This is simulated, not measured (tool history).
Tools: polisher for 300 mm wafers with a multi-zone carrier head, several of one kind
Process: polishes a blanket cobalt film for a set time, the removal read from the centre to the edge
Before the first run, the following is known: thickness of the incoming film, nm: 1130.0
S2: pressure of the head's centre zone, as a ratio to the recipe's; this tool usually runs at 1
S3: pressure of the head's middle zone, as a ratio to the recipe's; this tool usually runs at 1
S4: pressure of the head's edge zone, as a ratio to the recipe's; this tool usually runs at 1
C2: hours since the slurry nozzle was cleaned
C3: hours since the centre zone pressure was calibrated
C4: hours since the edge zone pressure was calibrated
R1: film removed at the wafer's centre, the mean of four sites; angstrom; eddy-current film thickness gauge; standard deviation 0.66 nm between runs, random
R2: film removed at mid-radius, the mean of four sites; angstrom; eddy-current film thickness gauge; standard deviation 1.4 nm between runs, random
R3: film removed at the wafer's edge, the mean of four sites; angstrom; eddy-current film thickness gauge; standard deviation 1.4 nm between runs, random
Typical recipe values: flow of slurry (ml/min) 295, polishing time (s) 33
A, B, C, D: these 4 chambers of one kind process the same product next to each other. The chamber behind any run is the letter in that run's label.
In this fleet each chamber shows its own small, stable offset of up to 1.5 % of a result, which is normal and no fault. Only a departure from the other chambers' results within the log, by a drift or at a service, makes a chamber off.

{"hour": 8.6, "done": "chamber D: slurry nozzle cleaned"}
{"run": "1D", "hour": 8.7, "flow of slurry (ml/min)": 295, "S2": 1, "S3": 1, "S4": 1, "polishing time (s)": 33, "wafers polished on this pad": 457, "C2": 0.2, "C3": 735.4, "C4": 223.1, "R1": 957.17, "R2": 1003.6, "R3": 957.01}
{"hour": 13.8, "done": "chamber D: worn pad replaced by a new one"}
{"run": "2A", "hour": 14.0, "flow of slurry (ml/min)": 295, "S2": 1, "S3": 1, "S4": 1, "polishing time (s)": 33, "wafers polished on this pad": 303, "C2": 78.8, "C3": 1365.3, "C4": 261.5, "R1": 956.99, "R2": 951.99, "R3": 961.15}
{"run": "3B", "hour": 21.2, "flow of slurry (ml/min)": 295, "S2": 1, "S3": 1, "S4": 1, "polishing time (s)": 33, "wafers polished on this pad": 813, "C2": 61.8, "C3": 369.9, "C4": 87.6, "R1": 954.94, "R2": 977.77, "R3": 964.63}
{"hour": 24.1, "done": "chamber C: edge zone pressure recalibrated"}
{"hour": 24.1, "done": "chamber B: worn pad replaced by a new one"}
{"run": "4C", "hour": 26.7, "flow of slurry (ml/min)": 295, "S2": 1, "S3": 1, "S4": 1, "polishing time (s)": 33, "wafers polished on this pad": 428, "C2": 142.0, "C3": 638.4, "C4": 2.6, "R1": 950.18, "R2": 943.0, "R3": 952.9}
{"run": "5B", "hour": 34.8, "flow of slurry (ml/min)": 295, "S2": 1, "S3": 1, "S4": 1, "polishing time (s)": 33, "wafers polished on this pad": 84, "C2": 75.4, "C3": 383.5, "C4": 101.2, "R1": 934.58, "R2": 963.68, "R3": 965.65}
{"run": "6A", "hour": 43.2, "flow of slurry (ml/min)": 295, "S2": 1, "S3": 1, "S4": 1, "polishing time (s)": 33, "wafers polished on this pad": 532, "C2": 108.0, "C3": 1394.5, "C4": 290.7, "R1": 953.8, "R2": 958.6, "R3": 975.95}
{"run": "7C", "hour": 51.7, "flow of slurry (ml/min)": 295, "S2": 1, "S3": 1, "S4": 1, "polishing time (s)": 33, "wafers polished on this pad": 624, "C2": 167.0, "C3": 663.4, "C4": 27.6, "R1": 946.52, "R2": 947.63, "R3": 977.81}
{"run": "8D", "hour": 56.6, "flow of slurry (ml/min)": 295, "S2": 1, "S3": 1, "S4": 1, "polishing time (s)": 33, "wafers polished on this pad": 336, "C2": 48.1, "C3": 783.3, "C4": 271.0, "R1": 963.27, "R2": 977.97, "R3": 965.12}
{"run": "9A", "hour": 62.6, "flow of slurry (ml/min)": 295, "S2": 1, "S3": 1, "S4": 1, "polishing time (s)": 33, "wafers polished on this pad": 684, "C2": 127.4, "C3": 1413.9, "C4": 310.1, "R1": 969.0, "R2": 969.83, "R3": 964.21}
{"run": "10C", "hour": 68.0, "flow of slurry (ml/min)": 295, "S2": 1, "S3": 1, "S4": 1, "polishing time (s)": 33, "wafers polished on this pad": 752, "C2": 183.3, "C3": 679.7, "C4": 43.9, "R1": 959.11, "R2": 940.58, "R3": 966.34}
{"hour": 73.1, "done": "chamber D: worn pad replaced by a new one"}
{"run": "11B", "hour": 75.4, "flow of slurry (ml/min)": 295, "S2": 1, "S3": 1, "S4": 1, "polishing time (s)": 33, "wafers polished on this pad": 402, "C2": 116.0, "C3": 424.1, "C4": 141.8, "R1": 955.35, "R2": 966.88, "R3": 933.19}
{"hour": 80.7, "done": "chamber A: centre zone pressure recalibrated"}
{"run": "12D", "hour": 83.8, "flow of slurry (ml/min)": 295, "S2": 1, "S3": 1, "S4": 1, "polishing time (s)": 33, "wafers polished on this pad": 84, "C2": 75.3, "C3": 810.5, "C4": 298.2, "R1": 970.84, "R2": 967.95, "R3": 956.19}
{"run": "13A", "hour": 92.5, "flow of slurry (ml/min)": 295, "S2": 1, "S3": 1, "S4": 1, "polishing time (s)": 33, "wafers polished on this pad": 919, "C2": 157.3, "C3": 11.9, "C4": 340.0, "R1": 950.91, "R2": 958.52, "R3": 964.05}
{"run": "14B", "hour": 99.6, "flow of slurry (ml/min)": 295, "S2": 1, "S3": 1, "S4": 1, "polishing time (s)": 33, "wafers polished on this pad": 592, "C2": 140.2, "C3": 448.3, "C4": 166.0, "R1": 944.87, "R2": 993.3, "R3": 992.18}
{"run": "15C", "hour": 104.8, "flow of slurry (ml/min)": 295, "S2": 1, "S3": 1, "S4": 1, "polishing time (s)": 33, "wafers polished on this pad": 1040, "C2": 220.1, "C3": 716.5, "C4": 80.7, "R1": 930.87, "R2": 950.7, "R3": 965.1}
{"run": "16D", "hour": 108.9, "flow of slurry (ml/min)": 295, "S2": 1, "S3": 1, "S4": 1, "polishing time (s)": 33, "wafers polished on this pad": 281, "C2": 100.4, "C3": 835.6, "C4": 323.3, "R1": 959.49, "R2": 993.91, "R3": 953.79}
{"run": "17D", "hour": 114.5, "flow of slurry (ml/min)": 295, "S2": 1, "S3": 1, "S4": 1, "polishing time (s)": 33, "wafers polished on this pad": 325, "C2": 106.0, "C3": 841.2, "C4": 328.9, "R1": 970.78, "R2": 972.65, "R3": 957.95}
{"run": "18B", "hour": 118.8, "flow of slurry (ml/min)": 295, "S2": 1, "S3": 1, "S4": 1, "polishing time (s)": 33, "wafers polished on this pad": 743, "C2": 159.4, "C3": 467.5, "C4": 185.2, "R1": 947.02, "R2": 969.13, "R3": 943.56}
{"run": "19A", "hour": 126.3, "flow of slurry (ml/min)": 295, "S2": 1, "S3": 1, "S4": 1, "polishing time (s)": 33, "wafers polished on this pad": 1184, "C2": 191.1, "C3": 45.7, "C4": 373.8, "R1": 964.75, "R2": 961.96, "R3": 979.78}
{"run": "20C", "hour": 130.6, "flow of slurry (ml/min)": 295, "S2": 1, "S3": 1, "S4": 1, "polishing time (s)": 33, "wafers polished on this pad": 1243, "C2": 245.9, "C3": 742.3, "C4": 106.5, "R1": 926.98, "R2": 943.02, "R3": 939.77}
{"hour": 132.5, "done": "chamber A: worn pad replaced by a new one"}
{"run": "21B", "hour": 138.3, "flow of slurry (ml/min)": 295, "S2": 1, "S3": 1, "S4": 1, "polishing time (s)": 33, "wafers polished on this pad": 896, "C2": 178.9, "C3": 487.0, "C4": 204.7, "R1": 951.9, "R2": 975.71, "R3": 968.91}
{"run": "22A", "hour": 144.9, "flow of slurry (ml/min)": 295, "S2": 1, "S3": 1, "S4": 1, "polishing time (s)": 33, "wafers polished on this pad": 97, "C2": 209.7, "C3": 64.3, "C4": 392.4, "R1": 951.61, "R2": 950.92, "R3": 965.11}
{"hour": 149.2, "done": "chamber D: worn pad replaced by a new one"}
{"run": "23C", "hour": 152.6, "flow of slurry (ml/min)": 295, "S2": 1, "S3": 1, "S4": 1, "polishing time (s)": 33, "wafers polished on this pad": 1415, "C2": 267.9, "C3": 764.3, "C4": 128.5, "R1": 915.45, "R2": 925.75, "R3": 904.75}
{"hour": 154.3, "done": "chamber B: worn pad replaced by a new one"}
{"run": "24D", "hour": 160.2, "flow of slurry (ml/min)": 295, "S2": 1, "S3": 1, "S4": 1, "polishing time (s)": 33, "wafers polished on this pad": 87, "C2": 151.7, "C3": 886.9, "C4": 374.6, "R1": 967.95, "R2": 961.61, "R3": 973.6}
{"run": "25B", "hour": 164.8, "flow of slurry (ml/min)": 295, "S2": 1, "S3": 1, "S4": 1, "polishing time (s)": 33, "wafers polished on this pad": 82, "C2": 205.4, "C3": 513.5, "C4": 231.2, "R1": 938.75, "R2": 959.09, "R3": 974.14}
{"run": "26C", "hour": 169.6, "flow of slurry (ml/min)": 295, "S2": 1, "S3": 1, "S4": 1, "polishing time (s)": 33, "wafers polished on this pad": 1549, "C2": 284.9, "C3": 781.3, "C4": 145.5, "R1": 904.59, "R2": 935.39, "R3": 918.12}
{"run": "27A", "hour": 178.3, "flow of slurry (ml/min)": 295, "S2": 1, "S3": 1, "S4": 1, "polishing time (s)": 33, "wafers polished on this pad": 359, "C2": 243.1, "C3": 97.7, "C4": 425.8, "R1": 971.44, "R2": 969.51, "R3": 962.58}
{"run": "28D", "hour": 184.6, "flow of slurry (ml/min)": 295, "S2": 1, "S3": 1, "S4": 1, "polishing time (s)": 33, "wafers polished on this pad": 278, "C2": 176.1, "C3": 911.3, "C4": 399.0, "R1": 979.4, "R2": 968.71, "R3": 980.68}
{"run": "29D", "hour": 191.5, "flow of slurry (ml/min)": 295, "S2": 1, "S3": 1, "S4": 1, "polishing time (s)": 33, "wafers polished on this pad": 332, "C2": 183.0, "C3": 918.2, "C4": 405.9, "R1": 961.07, "R2": 947.32, "R3": 947.16}
{"run": "30C", "hour": 197.9, "flow of slurry (ml/min)": 295, "S2": 1, "S3": 1, "S4": 1, "polishing time (s)": 33, "wafers polished on this pad": 1771, "C2": 313.2, "C3": 809.6, "C4": 173.8, "R1": 899.09, "R2": 911.11, "R3": 897.03}
{"run": "31A", "hour": 206.1, "flow of slurry (ml/min)": 295, "S2": 1, "S3": 1, "S4": 1, "polishing time (s)": 33, "wafers polished on this pad": 577, "C2": 270.9, "C3": 125.5, "C4": 453.6, "R1": 954.27, "R2": 950.61, "R3": 956.76}
{"run": "32B", "hour": 211.1, "flow of slurry (ml/min)": 295, "S2": 1, "S3": 1, "S4": 1, "polishing time (s)": 33, "wafers polished on this pad": 446, "C2": 251.7, "C3": 559.8, "C4": 277.5, "R1": 939.56, "R2": 948.89, "R3": 958.39}
{"run": "33B", "hour": 217.2, "flow of slurry (ml/min)": 295, "S2": 1, "S3": 1, "S4": 1, "polishing time (s)": 33, "wafers polished on this pad": 494, "C2": 257.8, "C3": 565.9, "C4": 283.6, "R1": 933.59, "R2": 973.03, "R3": 953.73}
{"hour": 221.8, "done": "chamber D: worn pad replaced by a new one"}
{"run": "34A", "hour": 222.5, "flow of slurry (ml/min)": 295, "S2": 1, "S3": 1, "S4": 1, "polishing time (s)": 33, "wafers polished on this pad": 706, "C2": 287.3, "C3": 141.9, "C4": 470.0, "R1": 962.41, "R2": 951.74, "R3": 982.36}
{"run": "35C", "hour": 227.7, "flow of slurry (ml/min)": 295, "S2": 1, "S3": 1, "S4": 1, "polishing time (s)": 33, "wafers polished on this pad": 2004, "C2": 343.0, "C3": 839.4, "C4": 203.6, "R1": 885.08, "R2": 918.0, "R3": 895.44}
{"run": "36D", "hour": 234.0, "flow of slurry (ml/min)": 295, "S2": 1, "S3": 1, "S4": 1, "polishing time (s)": 33, "wafers polished on this pad": 95, "C2": 225.5, "C3": 960.7, "C4": 448.4, "R1": 972.04, "R2": 988.0, "R3": 963.61}
{"run": "37A", "hour": 238.6, "flow of slurry (ml/min)": 295, "S2": 1, "S3": 1, "S4": 1, "polishing time (s)": 33, "wafers polished on this pad": 832, "C2": 303.4, "C3": 158.0, "C4": 486.1, "R1": 964.63, "R2": 957.65, "R3": 941.09}
{"run": "38C", "hour": 247.1, "flow of slurry (ml/min)": 295, "S2": 1, "S3": 1, "S4": 1, "polishing time (s)": 33, "wafers polished on this pad": 2156, "C2": 362.4, "C3": 858.8, "C4": 223.0, "R1": 880.32, "R2": 900.96, "R3": 914.91}

Is one chamber out of step, is the gauge drifting, or do the chambers differ by no more than their own small offsets? For an off chamber, give its letter and the likeliest cause.

One chamber, C, drifts off from the rest bit by bit.
Most likely cause: removal rate lost through wear of the pad, % = 7.67.

Chamber C could run next with any of the 4 candidate recipes listed below; each alters the usual settings, and their results appear as question marks. Which one brings its results back in line with what the other chambers deliver on the usual settings?
To be in line, a result may differ from the other chambers' mean on the usual settings by at most: R1 23.00 angstrom; R2 49.00 angstrom; R3 47.00 angstrom
{"run": "39C-1", "hour": 253.4, "flow of slurry (ml/min)": 290, "S2": 1.0, "S3": 0.99, "S4": 1, "polishing time (s)": 30, "R1": "?", "R2": "?", "R3": "?"}
{"run": "39C-2", "hour": 253.4, "flow of slurry (ml/min)": 295, "S2": 1.01, "S3": 1.0, "S4": 1, "polishing time (s)": 34, "R1": "?", "R2": "?", "R3": "?"}
{"run": "39C-3", "hour": 253.4, "flow of slurry (ml/min)": 300, "S2": 1.0, "S3": 1.01, "S4": 1, "polishing time (s)": 36, "R1": "?", "R2": "?", "R3": "?"}
{"run": "39C-4", "hour": 253.4, "flow of slurry (ml/min)": 295, "S2": 1.0, "S3": 1.0, "S4": 1, "polishing time (s)": 32, "R1": "?", "R2": "?", "R3": "?"}

Other chambers, usual settings, mean: R1 957.71 angstrom; R2 967.01 angstrom; R3 963.95 angstrom
run=39C-1 R1=794.59 R2=799.36 R3=801.99
run=39C-2 R1=912.07 R2=915.82 R3=909.99
run=39C-3 R1=957.25 R2=980.24 R3=964.61
run=39C-4 R1=849.25 R2=862.00 R3=856.46
With 39C-3, the chamber falls back in line with the rest.
